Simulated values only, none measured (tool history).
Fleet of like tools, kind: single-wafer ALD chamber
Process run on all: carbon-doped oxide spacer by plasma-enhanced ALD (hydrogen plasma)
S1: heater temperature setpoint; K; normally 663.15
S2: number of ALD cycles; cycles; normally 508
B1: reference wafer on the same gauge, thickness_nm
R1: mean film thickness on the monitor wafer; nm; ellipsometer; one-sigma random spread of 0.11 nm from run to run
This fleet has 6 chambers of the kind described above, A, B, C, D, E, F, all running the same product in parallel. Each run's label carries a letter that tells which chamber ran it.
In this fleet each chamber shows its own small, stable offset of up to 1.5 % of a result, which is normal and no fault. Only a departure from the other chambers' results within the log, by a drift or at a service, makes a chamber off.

run 1F hour=7.9 | S1=663.15 S2=508 | B1=23.785 | R1=25.662
run 2C hour=11.5 | S1=663.15 S2=508 | B1=23.816 | R1=25.187
run 3E hour=17.7 | S1=663.15 S2=508 | B1=23.818 | R1=25.36
run 4A hour=25.2 | S1=663.15 S2=508 | B1=23.8 | R1=25.277
run 5D hour=29.7 | S1=663.15 S2=508 | B1=23.787 | R1=25.578
run 6B hour=37.5 | S1=663.15 S2=508 | B1=23.824 | R1=25.271
run 7C hour=44.8 | S1=663.15 S2=508 | B1=23.794 | R1=25.136
run 8B hour=48.8 | S1=663.15 S2=508 | B1=23.813 | R1=25.379
run 9F hour=53.2 | S1=663.15 S2=508 | B1=23.776 | R1=25.498
run 10D hour=56.8 | S1=663.15 S2=508 | B1=23.805 | R1=25.499
run 11E hour=62.5 | S1=663.15 S2=508 | B1=23.809 | R1=25.189
-- hour=63.6 chamber B: thermocouple changed; heater temperature recalibrated
run 12A hour=68.4 | S1=663.15 S2=508 | B1=23.784 | R1=25.151
run 13A hour=75.6 | S1=663.15 S2=412 | B1=23.803 | R1=20.58
run 14D hour=83.6 | S1=663.15 S2=412 | B1=23.796 | R1=20.758
run 15B hour=91.3 | S1=663.15 S2=412 | B1=23.814 | R1=20.397
run 16C hour=98.2 | S1=663.15 S2=412 | B1=23.804 | R1=20.437
run 17F hour=106.2 | S1=663.15 S2=412 | B1=23.796 | R1=20.796
run 18E hour=110.7 | S1=663.15 S2=412 | B1=23.807 | R1=20.524
run 19C hour=117 | S1=663.15 S2=508 | B1=23.82 | R1=25.123
run 20A hour=121.8 | S1=663.15 S2=508 | B1=23.79 | R1=25.431
run 21E hour=128.8 | S1=670.15 S2=564 | B1=23.812 | R1=28.25
run 22F hour=136.3 | S1=670.15 S2=564 | B1=23.807 | R1=28.349
run 23B hour=140.8 | S1=670.15 S2=564 | B1=23.797 | R1=28.084
run 24D hour=147.3 | S1=670.15 S2=564 | B1=23.79 | R1=28.382
run 25F hour=154.4 | S1=670.15 S2=564 | B1=23.781 | R1=28.252
run 26D hour=158.8 | S1=670.15 S2=564 | B1=23.801 | R1=28.401
run 27E hour=166.5 | S1=677.15 S2=508 | B1=23.82 | R1=25.213
run 28B hour=174.3 | S1=677.15 S2=508 | B1=23.812 | R1=25.057
run 29A hour=178.3 | S1=677.15 S2=508 | B1=23.776 | R1=25.119
run 30C hour=181.9 | S1=677.15 S2=508 | B1=23.776 | R1=24.881
run 31B hour=189 | S1=677.15 S2=508 | B1=23.772 | R1=25.227
run 32D hour=194.4 | S1=677.15 S2=508 | B1=23.797 | R1=25.139
run 33C hour=198.3 | S1=663.15 S2=508 | B1=23.819 | R1=25.063
run 34A hour=203.3 | S1=663.15 S2=508 | B1=23.786 | R1=25.122
run 35E hour=208.8 | S1=663.15 S2=508 | B1=23.776 | R1=25.397
run 36F hour=215.2 | S1=663.15 S2=508 | B1=23.78 | R1=25.495
run 37B hour=219.2 | S1=663.15 S2=508 | B1=23.781 | R1=25.404
run 38D hour=226.8 | S1=674.15 S2=606 | B1=23.791 | R1=30.456
run 39E hour=231.2 | S1=674.15 S2=606 | B1=23.795 | R1=30.326
run 40C hour=238.3 | S1=674.15 S2=606 | B1=23.794 | R1=29.967
run 41F hour=244.3 | S1=674.15 S2=606 | B1=23.794 | R1=30.331
run 42A hour=250.9 | S1=674.15 S2=606 | B1=23.808 | R1=30.126
run 43B hour=255 | S1=674.15 S2=606 | B1=23.804 | R1=30.142
run 44A hour=258.9 | S1=663.15 S2=508 | B1=23.827 | R1=25.083

All chambers now run identical settings, listed one chamber a line with results as question marks. What results will each chamber show?
run 45A hour=264.6 | S1=663.15 S2=508 | R1=?
run 45B hour=264.6 | S1=663.15 S2=508 | R1=?
run 45C hour=264.6 | S1=663.15 S2=508 | R1=?
run 45D hour=264.6 | S1=663.15 S2=508 | R1=?
run 45E hour=264.6 | S1=663.15 S2=508 | R1=?
run 45F hour=264.6 | S1=663.15 S2=508 | R1=?

run=45A R1=25.331
run=45B R1=25.406
run=45C R1=25.272
run=45D R1=25.57
run=45E R1=25.582
run=45F R1=25.476
